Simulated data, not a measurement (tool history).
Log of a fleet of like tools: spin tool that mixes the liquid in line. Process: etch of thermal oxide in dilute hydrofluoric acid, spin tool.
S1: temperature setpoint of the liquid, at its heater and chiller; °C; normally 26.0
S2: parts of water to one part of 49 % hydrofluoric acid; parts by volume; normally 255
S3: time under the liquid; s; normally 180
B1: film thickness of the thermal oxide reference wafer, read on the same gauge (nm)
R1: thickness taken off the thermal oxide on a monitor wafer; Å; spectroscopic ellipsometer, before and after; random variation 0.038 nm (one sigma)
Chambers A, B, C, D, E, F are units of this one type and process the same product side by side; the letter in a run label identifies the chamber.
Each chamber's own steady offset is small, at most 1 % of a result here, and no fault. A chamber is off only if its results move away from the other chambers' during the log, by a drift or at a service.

run   hour    S1   S2   S3      B1      R1
 1A    7.9  26.0  255  180  129.99  30.627
 2B   14.4  26.0  255  180  130.00  29.934
      19.8  -- chamber D: thermometer replaced
 3C   21.6  26.0  255  180  130.02  30.053
 4D   26.6  26.0  255  180  130.02  30.295
 5F   34.3  24.0  300  180  130.01  22.475
 6E   44.6  24.0  300  180  130.00  22.953
 7A   49.7  24.0  300  180  130.02  22.530
 8C   59.7  24.0  300  180  130.00  22.577
 9B   65.2  24.0  300  180  129.99  22.433
10E   71.6  24.0  300  180  130.01  22.624
11F   80.7  26.0  255  180  130.00  29.705
12D   86.5  26.0  255  180  129.99  29.871
13A   95.2  29.5  255   95  130.02  17.687
14B  104.5  29.5  255   95  129.99  17.629
15F  109.9  29.5  255   95  130.01  17.977
16C  115.2  29.5  255   95  130.03  18.315
17D  122.3  29.5  255   95  130.02  18.182
18E  131.7  29.5  255   95  130.03  17.550
     137.1  -- chamber E: thermometer replaced
19A  139.6  26.0  255  180  130.00  29.606
20C  146.6  26.0  255  180  130.00  31.407
21B  155.8  26.0  255  180  130.03  29.847
22D  161.6  26.0  255  180  129.99  29.933
23F  167.5  26.0  255  180  130.02  29.690
24E  177.6  26.0  255  180  130.00  29.666
25C  186.2  26.0  255  180  130.01  31.518
26A  190.7  29.0  255   90  130.00  16.407
27E  196.1  29.0  255   90  130.02  16.387
28D  205.0  29.0  255   90  129.98  16.537
29B  210.9  29.0  255   90  130.00  16.772
30F  217.5  29.0  255   90  130.01  16.584
31B  222.4  29.0  255   90  129.99  16.589
32F  231.6  26.0  255  180  129.99  30.413
33C  237.2  26.0  255  180  130.01  32.801
34E  242.0  26.0  255  180  129.99  29.477
35A  251.7  26.0  255  180  130.00  29.391
36D  260.5  26.0  255  180  130.01  30.216
37B  265.5  26.0  255  180  130.01  30.519
38E  275.4  26.0  255  180  130.02  28.716
39A  282.5  27.5  205  180  130.02  40.531
40D  289.8  27.5  205  180  130.03  41.262
41F  295.4  27.5  205  180  130.02  41.432
42C  302.3  27.5  205  180  129.99  46.412
43E  308.0  27.5  205  180  129.98  40.220

Next, all 6 chambers run the settings below, one line each with question marks for the results. What does each chamber give?
44A  315.4  21.5  255  180       ?
44B  315.4  21.5  255  180       ?
44C  315.4  21.5  255  180       ?
44D  315.4  21.5  255  180       ?
44E  315.4  21.5  255  180       ?
44F  315.4  21.5  255  180       ?

run      R1
44A  25.152
44B  26.050
44C  27.434
44D  25.587
44E  25.259
44F  25.308

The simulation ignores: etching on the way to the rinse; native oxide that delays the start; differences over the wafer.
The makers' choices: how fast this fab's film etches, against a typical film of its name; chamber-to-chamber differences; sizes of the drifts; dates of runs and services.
